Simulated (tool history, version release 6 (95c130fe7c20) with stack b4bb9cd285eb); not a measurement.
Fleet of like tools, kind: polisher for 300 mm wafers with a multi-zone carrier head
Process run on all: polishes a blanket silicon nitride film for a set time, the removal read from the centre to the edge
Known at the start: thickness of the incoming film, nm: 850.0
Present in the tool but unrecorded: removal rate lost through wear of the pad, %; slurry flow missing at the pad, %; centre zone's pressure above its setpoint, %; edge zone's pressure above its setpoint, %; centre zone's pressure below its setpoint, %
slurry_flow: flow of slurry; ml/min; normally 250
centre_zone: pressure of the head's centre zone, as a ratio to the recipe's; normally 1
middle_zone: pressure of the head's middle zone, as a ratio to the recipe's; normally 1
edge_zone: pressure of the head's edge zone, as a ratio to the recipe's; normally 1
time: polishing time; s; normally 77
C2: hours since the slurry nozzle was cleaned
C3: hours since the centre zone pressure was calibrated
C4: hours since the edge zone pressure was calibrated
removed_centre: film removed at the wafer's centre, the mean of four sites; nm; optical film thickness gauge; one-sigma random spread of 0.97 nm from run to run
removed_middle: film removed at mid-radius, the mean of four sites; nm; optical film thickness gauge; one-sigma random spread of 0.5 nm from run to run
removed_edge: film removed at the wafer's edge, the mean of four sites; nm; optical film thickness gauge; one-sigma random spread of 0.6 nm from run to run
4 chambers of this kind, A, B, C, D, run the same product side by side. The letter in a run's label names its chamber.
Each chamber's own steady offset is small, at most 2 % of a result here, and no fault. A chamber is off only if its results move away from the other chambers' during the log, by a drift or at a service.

-- hour=2.9 chamber B: worn pad replaced by a new one
-- hour=3.1 chamber C: worn pad replaced by a new one
run 1A hour=3.7 | slurry_flow=250 centre_zone=1 middle_zone=1 edge_zone=1 time=77 | wafers_polished_on_this_pad=263 C2=245 C3=289.8 C4=579.6 | removed_centre=70.19 removed_middle=70.361 removed_edge=67.622
run 2D hour=9.8 | slurry_flow=250 centre_zone=1 middle_zone=1 edge_zone=1 time=77 | wafers_polished_on_this_pad=403 C2=576.6 C3=654.6 C4=391.2 | removed_centre=67.198 removed_middle=69.245 removed_edge=68.219
run 3C hour=14.5 | slurry_flow=250 centre_zone=1 middle_zone=1 edge_zone=1 time=77 | wafers_polished_on_this_pad=101 C2=497.4 C3=690.9 C4=619.5 | removed_centre=67.612 removed_middle=67.422 removed_edge=70.651
run 4B hour=17.8 | slurry_flow=250 centre_zone=1 middle_zone=1 edge_zone=1 time=77 | wafers_polished_on_this_pad=131 C2=166.1 C3=48.7 C4=374.4 | removed_centre=68.743 removed_middle=68.739 removed_edge=68.913
run 5D hour=24.9 | slurry_flow=250 centre_zone=1 middle_zone=1 edge_zone=1 time=77 | wafers_polished_on_this_pad=536 C2=591.7 C3=669.7 C4=406.3 | removed_centre=68.67 removed_middle=69.277 removed_edge=67.942
run 6A hour=30 | slurry_flow=250 centre_zone=1 middle_zone=1 edge_zone=1 time=77 | wafers_polished_on_this_pad=495 C2=271.3 C3=316.1 C4=605.9 | removed_centre=69.191 removed_middle=69.274 removed_edge=67.77
run 7B hour=33.6 | slurry_flow=250 centre_zone=1 middle_zone=1 edge_zone=1 time=77 | wafers_polished_on_this_pad=270 C2=181.9 C3=64.5 C4=390.2 | removed_centre=67.152 removed_middle=68.958 removed_edge=68.557
run 8C hour=37.4 | slurry_flow=250 centre_zone=1 middle_zone=1 edge_zone=1 time=77 | wafers_polished_on_this_pad=303 C2=520.3 C3=713.8 C4=642.4 | removed_centre=68.138 removed_middle=68.649 removed_edge=69.815
run 9A hour=42.4 | slurry_flow=250 centre_zone=1 middle_zone=1 edge_zone=1 time=77 | wafers_polished_on_this_pad=604 C2=283.7 C3=328.5 C4=618.3 | removed_centre=66.862 removed_middle=69.163 removed_edge=67.841
run 10B hour=46 | slurry_flow=250 centre_zone=1 middle_zone=1 edge_zone=1 time=77 | wafers_polished_on_this_pad=380 C2=194.3 C3=76.9 C4=402.6 | removed_centre=67.726 removed_middle=69.735 removed_edge=68.847
run 11D hour=50.3 | slurry_flow=250 centre_zone=1 middle_zone=1 edge_zone=1 time=77 | wafers_polished_on_this_pad=760 C2=617.1 C3=695.1 C4=431.7 | removed_centre=67.506 removed_middle=67.563 removed_edge=68.75
run 12C hour=57.1 | slurry_flow=250 centre_zone=0.95 middle_zone=1 edge_zone=1 time=77 | wafers_polished_on_this_pad=476 C2=540 C3=733.5 C4=662.1 | removed_centre=64.849 removed_middle=68.166 removed_edge=68.455
run 13D hour=63.1 | slurry_flow=250 centre_zone=0.95 middle_zone=1 edge_zone=1 time=77 | wafers_polished_on_this_pad=873 C2=629.9 C3=707.9 C4=444.5 | removed_centre=64.56 removed_middle=68.24 removed_edge=68.009
-- hour=67 chamber D: worn pad replaced by a new one
run 14C hour=70.1 | slurry_flow=250 centre_zone=0.95 middle_zone=1 edge_zone=1 time=77 | wafers_polished_on_this_pad=591 C2=553 C3=746.5 C4=675.1 | removed_centre=63.353 removed_middle=68.661 removed_edge=69.563
run 15A hour=76 | slurry_flow=250 centre_zone=0.95 middle_zone=1 edge_zone=1 time=77 | wafers_polished_on_this_pad=901 C2=317.3 C3=362.1 C4=651.9 | removed_centre=63.853 removed_middle=69.178 removed_edge=68.96
run 16B hour=79.8 | slurry_flow=250 centre_zone=1 middle_zone=1 edge_zone=1 time=77 | wafers_polished_on_this_pad=678 C2=228.1 C3=110.7 C4=436.4 | removed_centre=69.355 removed_middle=69.024 removed_edge=70.379
-- hour=83.9 chamber B: worn pad replaced by a new one
run 17D hour=87.1 | slurry_flow=250 centre_zone=1 middle_zone=1 edge_zone=1 time=77 | wafers_polished_on_this_pad=177 C2=653.9 C3=731.9 C4=468.5 | removed_centre=69.27 removed_middle=68.755 removed_edge=66.801
-- hour=89.6 chamber C: slurry nozzle cleaned
-- hour=90.8 chamber C: worn pad replaced by a new one
run 18B hour=93.8 | slurry_flow=250 centre_zone=1 middle_zone=1 edge_zone=1 time=77 | wafers_polished_on_this_pad=87 C2=242.1 C3=124.7 C4=450.4 | removed_centre=68.454 removed_middle=68.729 removed_edge=68.733
run 19C hour=101.2 | slurry_flow=250 centre_zone=1 middle_zone=1 edge_zone=1.07 time=99 | wafers_polished_on_this_pad=92 C2=11.7 C3=777.6 C4=706.2 | removed_centre=88.291 removed_middle=87.386 removed_edge=93.252
-- hour=106.1 chamber D: slurry nozzle cleaned
run 20A hour=107.6 | slurry_flow=250 centre_zone=1 middle_zone=1 edge_zone=1.07 time=99 | wafers_polished_on_this_pad=1179 C2=348.9 C3=393.7 C4=683.5 | removed_centre=87.844 removed_middle=88.325 removed_edge=88.73
run 21C hour=113.9 | slurry_flow=250 centre_zone=1 middle_zone=1 edge_zone=1.07 time=99 | wafers_polished_on_this_pad=204 C2=24.4 C3=790.3 C4=718.9 | removed_centre=89.716 removed_middle=86.863 removed_edge=92.118
run 22A hour=117.9 | slurry_flow=250 centre_zone=1 middle_zone=1 edge_zone=1.07 time=99 | wafers_polished_on_this_pad=1270 C2=359.2 C3=404 C4=693.8 | removed_centre=85.748 removed_middle=86.348 removed_edge=89.749
run 23D hour=122.3 | slurry_flow=250 centre_zone=1 middle_zone=1 edge_zone=1 time=77 | wafers_polished_on_this_pad=487 C2=16.2 C3=767.1 C4=503.7 | removed_centre=68.98 removed_middle=68.862 removed_edge=66.2
run 24B hour=129 | slurry_flow=250 centre_zone=1 middle_zone=1 edge_zone=1 time=77 | wafers_polished_on_this_pad=398 C2=277.3 C3=159.9 C4=485.6 | removed_centre=69.211 removed_middle=69.829 removed_edge=68.477
run 25C hour=136.1 | slurry_flow=285 centre_zone=1 middle_zone=1 edge_zone=1 time=77 | wafers_polished_on_this_pad=399 C2=46.6 C3=812.5 C4=741.1 | removed_centre=67.755 removed_middle=69.153 removed_edge=70.331
run 26B hour=139.7 | slurry_flow=285 centre_zone=1 middle_zone=1 edge_zone=1 time=77 | wafers_polished_on_this_pad=492 C2=288 C3=170.6 C4=496.3 | removed_centre=68.122 removed_middle=69.427 removed_edge=68.747
run 27A hour=144.4 | slurry_flow=285 centre_zone=1 middle_zone=1 edge_zone=1 time=77 | wafers_polished_on_this_pad=1504 C2=385.7 C3=430.5 C4=720.3 | removed_centre=67.895 removed_middle=67.549 removed_edge=65.637
run 28D hour=148.6 | slurry_flow=285 centre_zone=1 middle_zone=1 edge_zone=1 time=77 | wafers_polished_on_this_pad=719 C2=42.5 C3=793.4 C4=530 | removed_centre=70.064 removed_middle=69.262 removed_edge=68.527
run 29B hour=155.5 | slurry_flow=250 centre_zone=1 middle_zone=1 edge_zone=1.07 time=87 | wafers_polished_on_this_pad=631 C2=303.8 C3=186.4 C4=512.1 | removed_centre=77.038 removed_middle=77.953 removed_edge=79.903
run 30D hour=158.9 | slurry_flow=250 centre_zone=1 middle_zone=1 edge_zone=1.07 time=87 | wafers_polished_on_this_pad=810 C2=52.8 C3=803.7 C4=540.3 | removed_centre=76.806 removed_middle=77.167 removed_edge=79.371
-- hour=164.7 chamber D: worn pad replaced by a new one
run 31A hour=166.3 | slurry_flow=250 centre_zone=1 middle_zone=1 edge_zone=1.07 time=87 | wafers_polished_on_this_pad=1697 C2=407.6 C3=452.4 C4=742.2 | removed_centre=73.705 removed_middle=74.957 removed_edge=77.219
run 32C hour=172.7 | slurry_flow=250 centre_zone=1 middle_zone=1 edge_zone=1.07 time=87 | wafers_polished_on_this_pad=722 C2=83.2 C3=849.1 C4=777.7 | removed_centre=76.685 removed_middle=76.201 removed_edge=81.722
-- hour=173.2 chamber B: worn pad replaced by a new one
run 33A hour=178.8 | slurry_flow=250 centre_zone=1 middle_zone=1 edge_zone=1 time=77 | wafers_polished_on_this_pad=1807 C2=420.1 C3=464.9 C4=754.7 | removed_centre=65.794 removed_middle=65.449 removed_edge=63.885
run 34D hour=185.9 | slurry_flow=250 centre_zone=1 middle_zone=1 edge_zone=1 time=77 | wafers_polished_on_this_pad=187 C2=79.8 C3=830.7 C4=567.3 | removed_centre=66.087 removed_middle=68.526 removed_edge=67.84
run 35B hour=192.2 | slurry_flow=250 centre_zone=1 middle_zone=1 edge_zone=1 time=77 | wafers_polished_on_this_pad=167 C2=340.5 C3=223.1 C4=548.8 | removed_centre=67.328 removed_middle=68.777 removed_edge=69.117
-- hour=196.3 chamber C: worn pad replaced by a new one
run 36C hour=197.9 | slurry_flow=250 centre_zone=1 middle_zone=1 edge_zone=1 time=77 | wafers_polished_on_this_pad=14 C2=108.4 C3=874.3 C4=802.9 | removed_centre=68.993 removed_middle=68.383 removed_edge=69.191
run 37B hour=205.3 | slurry_flow=250 centre_zone=1 middle_zone=1 edge_zone=1 time=77 | wafers_polished_on_this_pad=283 C2=353.6 C3=236.2 C4=561.9 | removed_centre=67.414 removed_middle=69.774 removed_edge=69.184
run 38C hour=209.4 | slurry_flow=250 centre_zone=1.04 middle_zone=0.93 edge_zone=1 time=77 | wafers_polished_on_this_pad=116 C2=119.9 C3=885.8 C4=814.4 | removed_centre=72.568 removed_middle=64.001 removed_edge=69.667
run 39D hour=213.8 | slurry_flow=250 centre_zone=1.04 middle_zone=0.93 edge_zone=1 time=77 | wafers_polished_on_this_pad=433 C2=107.7 C3=858.6 C4=595.2 | removed_centre=70.314 removed_middle=64.438 removed_edge=67.591
run 40A hour=218.5 | slurry_flow=250 centre_zone=1.04 middle_zone=0.93 edge_zone=1 time=77 | wafers_polished_on_this_pad=2157 C2=459.8 C3=504.6 C4=794.4 | removed_centre=65.839 removed_middle=60.291 removed_edge=63.262
run 41A hour=222 | slurry_flow=250 centre_zone=1.04 middle_zone=0.93 edge_zone=1 time=77 | wafers_polished_on_this_pad=2188 C2=463.3 C3=508.1 C4=797.9 | removed_centre=65.472 removed_middle=59.92 removed_edge=63.048
run 42B hour=226.7 | slurry_flow=250 centre_zone=1 middle_zone=1 edge_zone=1 time=77 | wafers_polished_on_this_pad=472 C2=375 C3=257.6 C4=583.3 | removed_centre=68.535 removed_middle=68.721 removed_edge=67.828
run 43D hour=230.3 | slurry_flow=250 centre_zone=1 middle_zone=1 edge_zone=1 time=77 | wafers_polished_on_this_pad=579 C2=124.2 C3=875.1 C4=611.7 | removed_centre=68.875 removed_middle=69.177 removed_edge=67.939

Next, every chamber runs the same settings. What will each give?
run 44A hour=235.8 | slurry_flow=250 centre_zone=1 middle_zone=0.96 edge_zone=1 time=77 | removed_centre=? removed_middle=? removed_edge=?
run 44B hour=235.8 | slurry_flow=250 centre_zone=1 middle_zone=0.96 edge_zone=1 time=77 | removed_centre=? removed_middle=? removed_edge=?
run 44C hour=235.8 | slurry_flow=250 centre_zone=1 middle_zone=0.96 edge_zone=1 time=77 | removed_centre=? removed_middle=? removed_edge=?
run 44D hour=235.8 | slurry_flow=250 centre_zone=1 middle_zone=0.96 edge_zone=1 time=77 | removed_centre=? removed_middle=? removed_edge=?

run=44A removed_centre=62.409 removed_middle=60.708 removed_edge=62.785
run=44B removed_centre=67.306 removed_middle=65.539 removed_edge=68.199
run=44C removed_centre=67.895 removed_middle=65.574 removed_edge=69.621
run=44D removed_centre=67.954 removed_middle=66.663 removed_edge=67.227

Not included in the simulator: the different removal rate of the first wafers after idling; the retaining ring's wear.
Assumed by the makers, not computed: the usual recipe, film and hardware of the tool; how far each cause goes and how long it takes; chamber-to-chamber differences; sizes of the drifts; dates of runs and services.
